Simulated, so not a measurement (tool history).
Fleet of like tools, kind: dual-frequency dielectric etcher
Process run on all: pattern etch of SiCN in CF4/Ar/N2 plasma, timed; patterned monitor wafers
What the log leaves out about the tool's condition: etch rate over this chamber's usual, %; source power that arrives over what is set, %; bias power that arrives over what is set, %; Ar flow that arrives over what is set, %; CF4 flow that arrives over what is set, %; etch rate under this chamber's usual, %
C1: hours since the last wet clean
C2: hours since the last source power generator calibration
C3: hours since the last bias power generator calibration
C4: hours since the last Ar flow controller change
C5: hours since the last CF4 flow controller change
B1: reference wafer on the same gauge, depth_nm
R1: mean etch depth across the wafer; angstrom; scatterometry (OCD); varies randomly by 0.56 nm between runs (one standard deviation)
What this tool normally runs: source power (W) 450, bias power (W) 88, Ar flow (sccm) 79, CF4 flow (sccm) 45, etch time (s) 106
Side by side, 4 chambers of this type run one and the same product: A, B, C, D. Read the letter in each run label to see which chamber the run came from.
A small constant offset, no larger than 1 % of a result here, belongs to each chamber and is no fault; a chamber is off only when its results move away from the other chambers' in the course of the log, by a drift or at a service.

run 1B hour=9.7 | source_power_(W)=450 bias_power_(W)=88 Ar_flow_(sccm)=79 CF4_flow_(sccm)=45 etch_time_(s)=106 | C1=176.7 C2=811.7 C3=1201.0 C4=672.3 C5=2336.2 | B1=94.553 | R1=951.68
run 2D hour=18.6 | source_power_(W)=450 bias_power_(W)=88 Ar_flow_(sccm)=79 CF4_flow_(sccm)=45 etch_time_(s)=106 | C1=51.0 C2=53.9 C3=5176.7 C4=2833.2 C5=3689.1 | B1=94.527 | R1=952.00
run 3C hour=31.5 | source_power_(W)=450 bias_power_(W)=88 Ar_flow_(sccm)=79 CF4_flow_(sccm)=45 etch_time_(s)=106 | C1=366.1 C2=1566.5 C3=831.6 C4=1522.9 C5=2612.2 | B1=94.498 | R1=968.73
run 4A hour=44.3 | source_power_(W)=450 bias_power_(W)=88 Ar_flow_(sccm)=79 CF4_flow_(sccm)=45 etch_time_(s)=106 | C1=267.7 C2=926.7 C3=272.5 C4=5598.2 C5=2703.1 | B1=94.334 | R1=941.56
-- hour=48.9 chamber C: wet clean of the chamber
run 5C hour=54.2 | source_power_(W)=450 bias_power_(W)=88 Ar_flow_(sccm)=79 CF4_flow_(sccm)=45 etch_time_(s)=106 | C1=5.3 C2=1589.2 C3=854.3 C4=1545.6 C5=2634.9 | B1=94.370 | R1=962.40
run 6D hour=61.0 | source_power_(W)=450 bias_power_(W)=88 Ar_flow_(sccm)=79 CF4_flow_(sccm)=45 etch_time_(s)=106 | C1=93.4 C2=96.3 C3=5219.1 C4=2875.6 C5=3731.5 | B1=94.550 | R1=961.25
run 7B hour=70.9 | source_power_(W)=450 bias_power_(W)=88 Ar_flow_(sccm)=79 CF4_flow_(sccm)=45 etch_time_(s)=106 | C1=237.9 C2=872.9 C3=1262.2 C4=733.5 C5=2397.4 | B1=94.433 | R1=953.32
run 8A hour=80.9 | source_power_(W)=350 bias_power_(W)=88 Ar_flow_(sccm)=79 CF4_flow_(sccm)=45 etch_time_(s)=116 | C1=304.3 C2=963.3 C3=309.1 C4=5634.8 C5=2739.7 | B1=94.482 | R1=830.25
run 9A hour=92.3 | source_power_(W)=350 bias_power_(W)=88 Ar_flow_(sccm)=79 CF4_flow_(sccm)=45 etch_time_(s)=116 | C1=315.7 C2=974.7 C3=320.5 C4=5646.2 C5=2751.1 | B1=94.468 | R1=827.31
run 10C hour=105.9 | source_power_(W)=350 bias_power_(W)=88 Ar_flow_(sccm)=79 CF4_flow_(sccm)=45 etch_time_(s)=116 | C1=57.0 C2=1640.9 C3=906.0 C4=1597.3 C5=2686.6 | B1=94.554 | R1=850.41
run 11D hour=112.8 | source_power_(W)=350 bias_power_(W)=88 Ar_flow_(sccm)=79 CF4_flow_(sccm)=45 etch_time_(s)=116 | C1=145.2 C2=148.1 C3=5270.9 C4=2927.4 C5=3783.3 | B1=94.353 | R1=839.86
run 12B hour=123.9 | source_power_(W)=450 bias_power_(W)=88 Ar_flow_(sccm)=79 CF4_flow_(sccm)=45 etch_time_(s)=106 | C1=290.9 C2=925.9 C3=1315.2 C4=786.5 C5=2450.4 | B1=94.666 | R1=950.60
run 13C hour=136.4 | source_power_(W)=450 bias_power_(W)=88 Ar_flow_(sccm)=79 CF4_flow_(sccm)=45 etch_time_(s)=106 | C1=87.5 C2=1671.4 C3=936.5 C4=1627.8 C5=2717.1 | B1=94.564 | R1=954.86
-- hour=137.0 chamber A: Ar flow controller replaced
run 14D hour=146.5 | source_power_(W)=450 bias_power_(W)=88 Ar_flow_(sccm)=79 CF4_flow_(sccm)=45 etch_time_(s)=106 | C1=178.9 C2=181.8 C3=5304.6 C4=2961.1 C5=3817.0 | B1=94.591 | R1=954.28
run 15B hour=152.5 | source_power_(W)=450 bias_power_(W)=88 Ar_flow_(sccm)=79 CF4_flow_(sccm)=45 etch_time_(s)=106 | C1=319.5 C2=954.5 C3=1343.8 C4=815.1 C5=2479.0 | B1=94.503 | R1=954.00
run 16A hour=162.5 | source_power_(W)=450 bias_power_(W)=88 Ar_flow_(sccm)=79 CF4_flow_(sccm)=45 etch_time_(s)=106 | C1=385.9 C2=1044.9 C3=390.7 C4=25.6 C5=2821.3 | B1=94.478 | R1=964.16
-- hour=165.3 chamber D: bias power generator calibrated
run 17B hour=175.2 | source_power_(W)=450 bias_power_(W)=88 Ar_flow_(sccm)=79 CF4_flow_(sccm)=45 etch_time_(s)=106 | C1=342.2 C2=977.2 C3=1366.5 C4=837.8 C5=2501.7 | B1=94.460 | R1=956.57
run 18C hour=184.0 | source_power_(W)=450 bias_power_(W)=88 Ar_flow_(sccm)=79 CF4_flow_(sccm)=45 etch_time_(s)=106 | C1=135.1 C2=1719.0 C3=984.1 C4=1675.4 C5=2764.7 | B1=94.517 | R1=957.74
run 19A hour=193.7 | source_power_(W)=450 bias_power_(W)=88 Ar_flow_(sccm)=79 CF4_flow_(sccm)=45 etch_time_(s)=106 | C1=417.1 C2=1076.1 C3=421.9 C4=56.8 C5=2852.5 | B1=94.438 | R1=971.54
run 20D hour=205.8 | source_power_(W)=450 bias_power_(W)=88 Ar_flow_(sccm)=79 CF4_flow_(sccm)=45 etch_time_(s)=106 | C1=238.2 C2=241.1 C3=40.5 C4=3020.4 C5=3876.3 | B1=94.355 | R1=955.72
run 21C hour=214.5 | source_power_(W)=450 bias_power_(W)=88 Ar_flow_(sccm)=79 CF4_flow_(sccm)=45 etch_time_(s)=106 | C1=165.6 C2=1749.5 C3=1014.6 C4=1705.9 C5=2795.2 | B1=94.509 | R1=964.61
run 22A hour=225.5 | source_power_(W)=450 bias_power_(W)=88 Ar_flow_(sccm)=79 CF4_flow_(sccm)=45 etch_time_(s)=106 | C1=448.9 C2=1107.9 C3=453.7 C4=88.6 C5=2884.3 | B1=94.398 | R1=965.68
run 23B hour=236.1 | source_power_(W)=450 bias_power_(W)=88 Ar_flow_(sccm)=79 CF4_flow_(sccm)=45 etch_time_(s)=106 | C1=403.1 C2=1038.1 C3=1427.4 C4=898.7 C5=2562.6 | B1=94.623 | R1=944.79
run 24D hour=244.5 | source_power_(W)=450 bias_power_(W)=88 Ar_flow_(sccm)=79 CF4_flow_(sccm)=45 etch_time_(s)=106 | C1=276.9 C2=279.8 C3=79.2 C4=3059.1 C5=3915.0 | B1=94.253 | R1=951.28
run 25D hour=250.8 | source_power_(W)=450 bias_power_(W)=88 Ar_flow_(sccm)=79 CF4_flow_(sccm)=45 etch_time_(s)=106 | C1=283.2 C2=286.1 C3=85.5 C4=3065.4 C5=3921.3 | B1=94.358 | R1=958.91
run 26C hour=263.3 | source_power_(W)=450 bias_power_(W)=88 Ar_flow_(sccm)=79 CF4_flow_(sccm)=45 etch_time_(s)=106 | C1=214.4 C2=1798.3 C3=1063.4 C4=1754.7 C5=2844.0 | B1=94.549 | R1=966.95
run 27A hour=272.9 | source_power_(W)=450 bias_power_(W)=88 Ar_flow_(sccm)=79 CF4_flow_(sccm)=45 etch_time_(s)=106 | C1=496.3 C2=1155.3 C3=501.1 C4=136.0 C5=2931.7 | B1=94.488 | R1=982.64
run 28B hour=280.9 | source_power_(W)=450 bias_power_(W)=88 Ar_flow_(sccm)=79 CF4_flow_(sccm)=45 etch_time_(s)=106 | C1=447.9 C2=1082.9 C3=1472.2 C4=943.5 C5=2607.4 | B1=94.485 | R1=942.42
run 29D hour=289.9 | source_power_(W)=450 bias_power_(W)=88 Ar_flow_(sccm)=79 CF4_flow_(sccm)=45 etch_time_(s)=106 | C1=322.3 C2=325.2 C3=124.6 C4=3104.5 C5=3960.4 | B1=94.410 | R1=959.49
run 30A hour=300.0 | source_power_(W)=450 bias_power_(W)=88 Ar_flow_(sccm)=79 CF4_flow_(sccm)=45 etch_time_(s)=106 | C1=523.4 C2=1182.4 C3=528.2 C4=163.1 C5=2958.8 | B1=94.480 | R1=986.56
run 31B hour=311.1 | source_power_(W)=450 bias_power_(W)=88 Ar_flow_(sccm)=79 CF4_flow_(sccm)=45 etch_time_(s)=106 | C1=478.1 C2=1113.1 C3=1502.4 C4=973.7 C5=2637.6 | B1=94.467 | R1=947.36
run 32C hour=321.6 | source_power_(W)=450 bias_power_(W)=88 Ar_flow_(sccm)=79 CF4_flow_(sccm)=45 etch_time_(s)=106 | C1=272.7 C2=1856.6 C3=1121.7 C4=1813.0 C5=2902.3 | B1=94.551 | R1=957.52
-- hour=323.7 chamber D: wet clean of the chamber
run 33D hour=331.2 | source_power_(W)=450 bias_power_(W)=88 Ar_flow_(sccm)=79 CF4_flow_(sccm)=45 etch_time_(s)=106 | C1=7.6 C2=366.5 C3=165.9 C4=3145.8 C5=4001.7 | B1=94.478 | R1=958.82
run 34C hour=342.9 | source_power_(W)=450 bias_power_(W)=88 Ar_flow_(sccm)=79 CF4_flow_(sccm)=45 etch_time_(s)=106 | C1=294.0 C2=1877.9 C3=1143.0 C4=1834.3 C5=2923.6 | B1=94.334 | R1=962.59
run 35B hour=348.9 | source_power_(W)=450 bias_power_(W)=88 Ar_flow_(sccm)=79 CF4_flow_(sccm)=45 etch_time_(s)=106 | C1=515.9 C2=1150.9 C3=1540.2 C4=1011.5 C5=2675.4 | B1=94.360 | R1=940.36
-- hour=356.1 chamber C: CF4 flow controller replaced
-- hour=357.7 chamber B: wet clean of the chamber
run 36A hour=358.1 | source_power_(W)=450 bias_power_(W)=88 Ar_flow_(sccm)=79 CF4_flow_(sccm)=45 etch_time_(s)=106 | C1=581.5 C2=1240.5 C3=586.3 C4=221.2 C5=3016.9 | B1=94.510 | R1=994.43
run 37B hour=367.8 | source_power_(W)=490 bias_power_(W)=88 Ar_flow_(sccm)=79 CF4_flow_(sccm)=45 etch_time_(s)=106 | C1=10.2 C2=1169.8 C3=1559.1 C4=1030.4 C5=2694.3 | B1=94.533 | R1=1020.60
run 38C hour=374.0 | source_power_(W)=490 bias_power_(W)=88 Ar_flow_(sccm)=79 CF4_flow_(sccm)=45 etch_time_(s)=106 | C1=325.1 C2=1909.0 C3=1174.1 C4=1865.4 C5=17.9 | B1=94.457 | R1=1032.00
run 39A hour=385.5 | source_power_(W)=490 bias_power_(W)=88 Ar_flow_(sccm)=79 CF4_flow_(sccm)=45 etch_time_(s)=106 | C1=608.9 C2=1267.9 C3=613.7 C4=248.6 C5=3044.3 | B1=94.577 | R1=1072.00

Does one chamber stand apart from the rest, does the shared gauge drift, or is all well apart from small per-chamber offsets? Give the chamber and the most likely cause, where there is one.

One chamber, A, drifts off from the rest bit by bit.
What lies behind it: etch rate over this chamber's usual, % = 5.14.
It could be hard to tell apart here from: source power that arrives over what is set, %.

Below are 4 candidate recipes for chamber A's next run, each the usual settings with a change, their results shown as question marks. Which of them brings A's results back in line with what the other chambers give on the usual settings?
In line here means within this much of the mean the other chambers give on the usual settings: R1 20.00 angstrom
run 40A-1 hour=395.4 | source_power_(W)=450 bias_power_(W)=89 Ar_flow_(sccm)=79 CF4_flow_(sccm)=45 etch_time_(s)=110.0 | R1=?
run 40A-2 hour=395.4 | source_power_(W)=450 bias_power_(W)=88 Ar_flow_(sccm)=79 CF4_flow_(sccm)=45 etch_time_(s)=101.5 | R1=?
run 40A-3 hour=395.4 | source_power_(W)=490 bias_power_(W)=88 Ar_flow_(sccm)=78 CF4_flow_(sccm)=46 etch_time_(s)=106.0 | R1=?
run 40A-4 hour=395.4 | source_power_(W)=420 bias_power_(W)=85 Ar_flow_(sccm)=80 CF4_flow_(sccm)=44 etch_time_(s)=106.0 | R1=?

The mean the other chambers reach with the usual settings: R1 955.86 angstrom
run=40A-1 R1=1037.50
run=40A-2 R1=953.38
run=40A-3 R1=1078.90
run=40A-4 R1=920.09
With 40A-2, the chamber falls back in line with the rest.

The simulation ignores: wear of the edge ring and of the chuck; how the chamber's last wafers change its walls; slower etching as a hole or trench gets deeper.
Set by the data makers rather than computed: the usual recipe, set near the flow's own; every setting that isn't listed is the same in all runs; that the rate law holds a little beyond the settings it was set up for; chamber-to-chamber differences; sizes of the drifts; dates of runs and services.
